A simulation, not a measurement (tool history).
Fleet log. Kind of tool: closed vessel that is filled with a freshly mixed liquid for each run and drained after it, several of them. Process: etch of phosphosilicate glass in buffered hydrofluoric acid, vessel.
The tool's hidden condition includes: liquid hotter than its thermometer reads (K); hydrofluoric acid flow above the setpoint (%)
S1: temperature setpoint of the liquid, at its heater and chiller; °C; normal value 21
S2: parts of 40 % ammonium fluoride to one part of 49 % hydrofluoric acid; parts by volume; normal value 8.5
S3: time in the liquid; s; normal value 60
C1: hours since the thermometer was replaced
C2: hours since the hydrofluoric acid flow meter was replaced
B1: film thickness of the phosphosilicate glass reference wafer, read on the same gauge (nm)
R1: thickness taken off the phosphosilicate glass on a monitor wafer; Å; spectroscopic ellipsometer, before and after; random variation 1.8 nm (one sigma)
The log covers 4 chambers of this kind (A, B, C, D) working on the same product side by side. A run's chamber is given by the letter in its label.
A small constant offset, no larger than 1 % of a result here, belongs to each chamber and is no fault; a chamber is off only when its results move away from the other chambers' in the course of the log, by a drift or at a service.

run,hour,S1,S2,S3,C1,C2,B1,R1
1C,9.3,21,8.5,60,466.3,2045.7,89.997,5573
2D,15,21,8.5,60,463.8,409.2,90.032,5581.5
# hour 15.3: chamber C: hydrofluoric acid flow meter replaced
3B,22.6,21,8.5,60,75.1,653.9,90.017,5575.8
4A,28.4,21,8.5,60,2426.1,606.7,90.037,5565.3
5C,36.5,21,8.5,60,493.5,21.3,89.972,5560.3
6B,44.3,21,8.5,60,96.8,675.6,90.012,5584.7
7D,50.9,21,8.5,60,499.7,445.1,90.033,5568.5
8A,57.2,21,8.5,60,2454.9,635.5,90.034,5559.7
9A,61.9,21,8.5,60,2459.6,640.2,90.003,5569.3
10C,67.7,21,8.5,60,524.7,52.5,90.003,5521.8
11D,72.5,21,8.5,60,521.3,466.7,89.997,5581
12B,80.2,21,8.5,60,132.7,711.5,89.99,5560.7
13C,87.7,21,8.5,60,544.7,72.5,89.968,5533.6
14B,94.6,21,8.5,60,147.1,725.9,89.996,5578.4
# hour 100: chamber A: thermometer replaced
15A,102.5,21,8.5,60,2.6,680.8,90.026,5541.4
16D,111.2,21,8.5,60,560,505.4,89.999,5565.2
17C,117.8,21,8.5,60,574.8,102.6,89.989,5528.3
18D,126.7,21,8.5,60,575.5,520.9,89.95,5572.9
# hour 127.1: chamber B: hydrofluoric acid flow meter replaced
19B,136.1,21,8.5,60,188.6,9,89.973,5554.9
20A,143.1,21,8.5,60,43.2,721.4,89.982,5541.5
21C,149.2,21,8.5,60,606.2,134,90.002,5530.7
22A,157,21,8.5,60,57.1,735.3,89.957,5553.4
23D,165.1,21,8.5,60,613.9,559.3,89.976,5579.4
24B,173.3,21,8.5,60,225.8,46.2,89.984,5563.3
25D,180,21,8.5,60,628.8,574.2,89.979,5617.5
26A,188.4,21,8.5,60,88.5,766.7,90.022,5552.3
27C,194.4,21,6.5,60,651.4,179.2,89.992,7259.1
28B,198.6,21,6.5,60,251.1,71.5,90.012,7309.2
29B,204.7,21,6.5,60,257.2,77.6,90.032,7296.9
30A,213.1,21,6.5,60,113.2,791.4,89.99,7345
31C,220.9,21,8.5,60,677.9,205.7,90.004,5514.8
32D,228,21,8.5,60,676.8,622.2,90.024,5574.3
33B,233.6,21,8.5,60,286.1,106.5,89.993,5556
34A,239.1,21,8.5,60,139.2,817.4,89.986,5596.7

Has any chamber moved away from the others, gradually or after a service, or does the common gauge drift, or do the chambers differ only by their own small steady offsets? State the chamber and the most likely cause if one applies.

Beyond each chamber's small constant offset nothing stands out, and the gauge stays steady.
